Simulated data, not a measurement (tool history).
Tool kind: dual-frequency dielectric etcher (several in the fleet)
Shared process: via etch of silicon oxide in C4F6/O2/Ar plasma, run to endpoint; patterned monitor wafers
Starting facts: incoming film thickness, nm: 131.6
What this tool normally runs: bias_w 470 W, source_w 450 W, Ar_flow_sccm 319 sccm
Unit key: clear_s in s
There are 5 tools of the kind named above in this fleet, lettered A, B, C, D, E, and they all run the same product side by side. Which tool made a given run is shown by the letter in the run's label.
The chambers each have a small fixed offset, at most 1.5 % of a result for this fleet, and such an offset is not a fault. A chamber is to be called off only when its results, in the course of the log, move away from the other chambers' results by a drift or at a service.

| run | day | bias_w | source_w | Ar_flow_sccm | hours since the last wet clean | hours since the last bias power generator calibration | hours since the last source power generator calibration | hours since the last Ar flow controller change | clear_s |
|---|---|---|---|---|---|---|---|---|---|
| 1E | 0.142 | 470 | 450 | 319 | 459.1 | 284.0 | 1683.3 | 4103.6 | 28.413 |
| 2A | 0.296 | 470 | 450 | 319 | 182.2 | 1804.5 | 210.7 | 4212.3 | 28.847 |
| 3C | 0.400 | 470 | 450 | 319 | 12.8 | 2328.8 | 979.2 | 2400.8 | 28.756 |
| 4B | 0.492 | 470 | 450 | 319 | 564.8 | 3122.5 | 1896.7 | 4647.9 | 28.610 |
|  | 0.571 | chamber B: wet clean of the chamber |
| 5D | 0.617 | 470 | 450 | 319 | 269.2 | 794.7 | 440.2 | 1278.8 | 28.828 |
| 6A | 0.712 | 422 | 450 | 319 | 192.2 | 1814.5 | 220.7 | 4222.3 | 29.962 |
| 7D | 0.821 | 422 | 450 | 319 | 274.1 | 799.6 | 445.1 | 1283.7 | 29.809 |
| 8C | 0.908 | 422 | 450 | 319 | 25.0 | 2341.0 | 991.4 | 2413.0 | 29.862 |
| 9E | 1.092 | 422 | 450 | 319 | 481.9 | 306.8 | 1706.1 | 4126.4 | 29.234 |
| 10B | 1.212 | 422 | 450 | 319 | 15.5 | 3139.8 | 1914.0 | 4665.2 | 29.784 |
| 11C | 1.354 | 470 | 450 | 319 | 35.7 | 2351.7 | 1002.1 | 2423.7 | 28.878 |
| 12B | 1.546 | 470 | 450 | 319 | 23.5 | 3147.8 | 1922.0 | 4673.2 | 28.650 |
| 13D | 1.696 | 470 | 450 | 319 | 295.1 | 820.6 | 466.1 | 1304.7 | 28.760 |
| 14E | 1.783 | 424 | 450 | 319 | 498.5 | 323.4 | 1722.7 | 4143.0 | 29.389 |
| 15A | 1.967 | 424 | 450 | 319 | 222.3 | 1844.6 | 250.8 | 4252.4 | 29.695 |
| 16C | 2.129 | 424 | 450 | 319 | 54.3 | 2370.3 | 1020.7 | 2442.3 | 29.952 |
| 17E | 2.225 | 424 | 450 | 319 | 509.1 | 334.0 | 1733.3 | 4153.6 | 29.184 |
| 18D | 2.338 | 424 | 450 | 319 | 310.5 | 836.0 | 481.5 | 1320.1 | 29.974 |
| 19B | 2.508 | 470 | 380 | 319 | 46.6 | 3170.9 | 1945.1 | 4696.3 | 30.562 |
| 20A | 2.633 | 470 | 380 | 319 | 238.3 | 1860.6 | 266.8 | 4268.4 | 30.584 |
| 21A | 2.721 | 470 | 380 | 319 | 240.4 | 1862.7 | 268.9 | 4270.5 | 30.517 |
| 22E | 2.888 | 470 | 380 | 319 | 525.0 | 349.9 | 1749.2 | 4169.5 | 30.269 |
| 23D | 3.033 | 470 | 380 | 319 | 327.2 | 852.7 | 498.2 | 1336.8 | 30.667 |
| 24C | 3.142 | 470 | 450 | 319 | 78.6 | 2394.6 | 1045.0 | 2466.6 | 28.745 |
| 25B | 3.250 | 470 | 450 | 319 | 64.4 | 3188.7 | 1962.9 | 4714.1 | 28.794 |
|  | 3.258 | chamber D: wet clean of the chamber |
| 26E | 3.433 | 470 | 490 | 319 | 538.1 | 363.0 | 1762.3 | 4182.6 | 27.192 |
| 27D | 3.542 | 470 | 490 | 319 | 6.9 | 864.9 | 510.4 | 1349.0 | 27.915 |
| 28C | 3.662 | 470 | 490 | 319 | 91.1 | 2407.1 | 1057.5 | 2479.1 | 27.820 |
| 29A | 3.771 | 470 | 490 | 319 | 265.6 | 1887.9 | 294.1 | 4295.7 | 27.830 |
| 30B | 3.867 | 470 | 490 | 319 | 79.2 | 3203.5 | 1977.7 | 4728.9 | 27.667 |

For the next run the whole fleet of 5 chambers uses the same settings. Give each chamber's results:
| 31A | 4.004 | 470 | 450 | 319 |  |  |  |  | ? |
| 31B | 4.004 | 470 | 450 | 319 |  |  |  |  | ? |
| 31C | 4.004 | 470 | 450 | 319 |  |  |  |  | ? |
| 31D | 4.004 | 470 | 450 | 319 |  |  |  |  | ? |
| 31E | 4.004 | 470 | 450 | 319 |  |  |  |  | ? |

| run | clear_s |
|---|---|
| 31A | 28.800 |
| 31B | 28.534 |
| 31C | 29.075 |
| 31D | 28.815 |
| 31E | 28.360 |
